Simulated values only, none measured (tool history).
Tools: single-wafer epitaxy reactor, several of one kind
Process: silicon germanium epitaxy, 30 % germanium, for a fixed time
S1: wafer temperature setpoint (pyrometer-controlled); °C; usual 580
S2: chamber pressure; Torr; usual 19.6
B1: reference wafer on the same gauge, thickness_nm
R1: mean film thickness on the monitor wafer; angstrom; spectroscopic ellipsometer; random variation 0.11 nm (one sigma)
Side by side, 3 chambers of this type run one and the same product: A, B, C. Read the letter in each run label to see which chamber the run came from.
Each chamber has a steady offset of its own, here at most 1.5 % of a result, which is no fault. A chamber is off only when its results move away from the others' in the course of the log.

run    day   S1    S2      B1      R1
 1B  0.342  580  19.6  37.797  404.13
 2C  0.608  580  19.6  37.784  400.65
 3A    0.9  580  19.6  37.826  406.57
 4C  1.275  580  19.6  37.802  401.84
 5A  1.658  594  19.6  37.821  534.37
 6B  1.908  594  19.6  37.807  524.93
 7C  2.458  594  19.6  37.807  522.05
 8A  2.729  593  16.8  37.777  490.59
 9B  3.225  593  16.8  37.814  486.87
10A  3.725  593  16.8  37.803  494.06
11C  4.108  580  19.6  37.798  402.47
12B  4.438  580  19.6  37.796     404
13C  4.892  580  19.6  37.812  400.22
     5.346  -- chamber B: pyrometer calibrated
14B  5.454  580  19.6  37.771  406.17
15A  5.854  580  19.6  37.794   413.5
16A  6.412  580  19.6  37.814  412.52
17C  6.696  580  19.6  37.797  400.54
18B   7.05  580  19.6  37.796  402.84
19A  7.375  580  19.6  37.793  413.45
20C  7.712  580  19.6   37.81  401.28
21B  8.067  580  19.6  37.798  404.88
22A  8.312  580  19.6  37.793  416.02
23C  8.562  590  19.6  37.797  484.47

Predict what each chamber gives when all 3 of them run the settings below next.
24A  8.971  580  19.6       ?
24B  8.971  580  19.6       ?
24C  8.971  580  19.6       ?

run      R1
24A  416.78
24B     405
24C  401.62
